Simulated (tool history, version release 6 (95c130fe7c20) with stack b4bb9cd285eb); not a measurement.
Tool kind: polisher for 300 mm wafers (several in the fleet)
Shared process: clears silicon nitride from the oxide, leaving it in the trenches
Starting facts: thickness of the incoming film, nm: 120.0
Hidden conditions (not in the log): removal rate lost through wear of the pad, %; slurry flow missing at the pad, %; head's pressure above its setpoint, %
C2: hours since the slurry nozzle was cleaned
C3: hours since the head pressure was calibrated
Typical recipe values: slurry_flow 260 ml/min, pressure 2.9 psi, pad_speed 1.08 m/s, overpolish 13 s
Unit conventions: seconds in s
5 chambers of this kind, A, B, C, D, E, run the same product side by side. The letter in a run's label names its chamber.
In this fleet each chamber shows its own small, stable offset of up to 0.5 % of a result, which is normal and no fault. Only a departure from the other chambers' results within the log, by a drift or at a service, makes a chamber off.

At day 0.229: chamber A: worn pad replaced by a new one.
Run 1B, day 0.525: usual settings; wafers polished on this pad 1161; C2 270.1; C3 694. Result: seconds 128.24 s.
At day 0.683: chamber B: worn pad replaced by a new one.
Run 2E, day 0.962: usual settings; wafers polished on this pad 789; C2 263.8; C3 903.4. Result: seconds 127.51 s.
Run 3D, day 1.621: usual settings; wafers polished on this pad 710; C2 227.1; C3 348.4. Result: seconds 127.66 s.
Run 4C, day 1.962: usual settings; wafers polished on this pad 914; C2 53.9; C3 73.8. Result: seconds 125.83 s.
Run 5A, day 2.371: usual settings; wafers polished on this pad 401; C2 120.2; C3 394.7. Result: seconds 124.21 s.
Run 6E, day 2.758: usual settings; wafers polished on this pad 1126; C2 306.9; C3 946.5. Result: seconds 127.15 s.
Run 7D, day 3.2: usual settings; wafers polished on this pad 1006; C2 265; C3 386.3. Result: seconds 126.02 s.
Run 8A, day 3.642: usual settings but overpolish 6 s; wafers polished on this pad 639; C2 150.7; C3 425.2. Result: seconds 125.6 s.
At day 3.746: chamber E: slurry nozzle cleaned.
At day 3.862: chamber A: worn pad replaced by a new one.
At day 3.983: chamber E: worn pad replaced by a new one.
Run 9C, day 4.008: usual settings but overpolish 6 s; wafers polished on this pad 1298; C2 103; C3 122.9. Result: seconds 127.77 s.
Run 10B, day 4.346: usual settings but overpolish 6 s; wafers polished on this pad 686; C2 361.8; C3 785.7. Result: seconds 125.87 s.
At day 4.471: chamber C: worn pad replaced by a new one.
At day 4.808: chamber D: slurry nozzle cleaned.
Run 11D, day 4.958: usual settings but overpolish 6 s; wafers polished on this pad 1336; C2 3.6; C3 428.5. Result: seconds 127.3 s.
At day 5.396: chamber E: head pressure recalibrated.
Run 12A, day 5.621: usual settings but overpolish 6 s; wafers polished on this pad 329; C2 198.2; C3 472.7. Result: seconds 126.47 s.
At day 5.904: chamber D: worn pad replaced by a new one.
Run 13E, day 6.121: usual settings; wafers polished on this pad 400; C2 57.1; C3 17.5. Result: seconds 127.85 s.
Run 14B, day 6.692: usual settings; wafers polished on this pad 1126; C2 418.1; C3 842. Result: seconds 127.36 s.
Run 15C, day 7.229: usual settings but pressure 3.4 psi; wafers polished on this pad 517; C2 180.3; C3 200.2. Result: seconds 106.9 s.
At day 7.233: chamber B: worn pad replaced by a new one.
At day 7.542: chamber A: worn pad replaced by a new one.
Run 16E, day 7.892: usual settings but pressure 3.4 psi; wafers polished on this pad 732; C2 99.6; C3 60. Result: seconds 108.63 s.
Run 17B, day 8.329: usual settings but pressure 3.4 psi; wafers polished on this pad 205; C2 457.4; C3 881.3. Result: seconds 108.25 s.
Run 18D, day 8.962: usual settings but pressure 3.4 psi; wafers polished on this pad 573; C2 99.7; C3 524.6. Result: seconds 108.43 s.
At day 9.567: chamber B: slurry nozzle cleaned.
Run 19A, day 9.596: usual settings but pressure 3.4 psi; wafers polished on this pad 385; C2 293.6; C3 568.1. Result: seconds 105.77 s.
Run 20C, day 9.896: usual settings; wafers polished on this pad 1017; C2 244.3; C3 264.2. Result: seconds 127.57 s.
Run 21C, day 10.342: usual settings but slurry_flow 335 ml/min, pressure 3.4 psi; wafers polished on this pad 1100; C2 255; C3 274.9. Result: seconds 104.24 s.
Run 22D, day 10.671: usual settings but slurry_flow 335 ml/min, pressure 3.4 psi; wafers polished on this pad 893; C2 140.7; C3 565.6. Result: seconds 104.77 s.
Run 23A, day 11.083: usual settings but slurry_flow 335 ml/min, pressure 3.4 psi; wafers polished on this pad 664; C2 329.3; C3 603.8. Result: seconds 107.8 s.
At day 11.238: chamber E: worn pad replaced by a new one.
Run 24E, day 11.442: usual settings but slurry_flow 335 ml/min, pressure 3.4 psi; wafers polished on this pad 38; C2 184.8; C3 145.2. Result: seconds 103.44 s.
At day 11.454: chamber A: worn pad replaced by a new one.
Run 25B, day 11.925: usual settings but slurry_flow 335 ml/min, pressure 3.4 psi; wafers polished on this pad 879; C2 56.7; C3 967.6. Result: seconds 106.64 s.
Run 26C, day 12.333: usual settings; wafers polished on this pad 1474; C2 302.8; C3 322.7. Result: seconds 128.52 s.
Run 27B, day 12.65: usual settings but overpolish 18 s; wafers polished on this pad 1015; C2 74.1; C3 985. Result: seconds 127.81 s.
At day 12.908: chamber B: worn pad replaced by a new one.
Run 28E, day 12.962: usual settings but overpolish 18 s; wafers polished on this pad 323; C2 221.3; C3 181.7. Result: seconds 125.05 s.
At day 12.983: chamber D: worn pad replaced by a new one.
At day 13.129: chamber C: worn pad replaced by a new one.
Run 29A, day 13.462: usual settings but overpolish 18 s; wafers polished on this pad 376; C2 386.4; C3 660.9. Result: seconds 126.62 s.
Run 30D, day 14.138: usual settings but overpolish 18 s; wafers polished on this pad 216; C2 223.9; C3 648.8. Result: seconds 124.23 s.
Run 31E, day 14.471: usual settings but overpolish 18 s; wafers polished on this pad 606; C2 257.5; C3 217.9. Result: seconds 125.92 s.
Run 32A, day 15: usual settings; wafers polished on this pad 665; C2 423.3; C3 697.8. Result: seconds 125.37 s.
Run 33C, day 15.596: usual settings; wafers polished on this pad 463; C2 381.1; C3 401. Result: seconds 128.26 s.
At day 15.742: chamber D: slurry nozzle cleaned.
Run 34B, day 16.138: usual settings but pressure 2.2 psi; wafers polished on this pad 605; C2 157.8; C3 1068.7. Result: seconds 166.51 s.
Run 35D, day 16.662: usual settings but pressure 2.2 psi; wafers polished on this pad 690; C2 22.1; C3 709.4. Result: seconds 167.63 s.

One chamber off, gauge drift, or nothing amiss beyond the chambers' own small offsets? If it is a chamber, which one, and what is the likeliest cause?

No chamber stands off beyond its own small offset, and the gauge holds steady.

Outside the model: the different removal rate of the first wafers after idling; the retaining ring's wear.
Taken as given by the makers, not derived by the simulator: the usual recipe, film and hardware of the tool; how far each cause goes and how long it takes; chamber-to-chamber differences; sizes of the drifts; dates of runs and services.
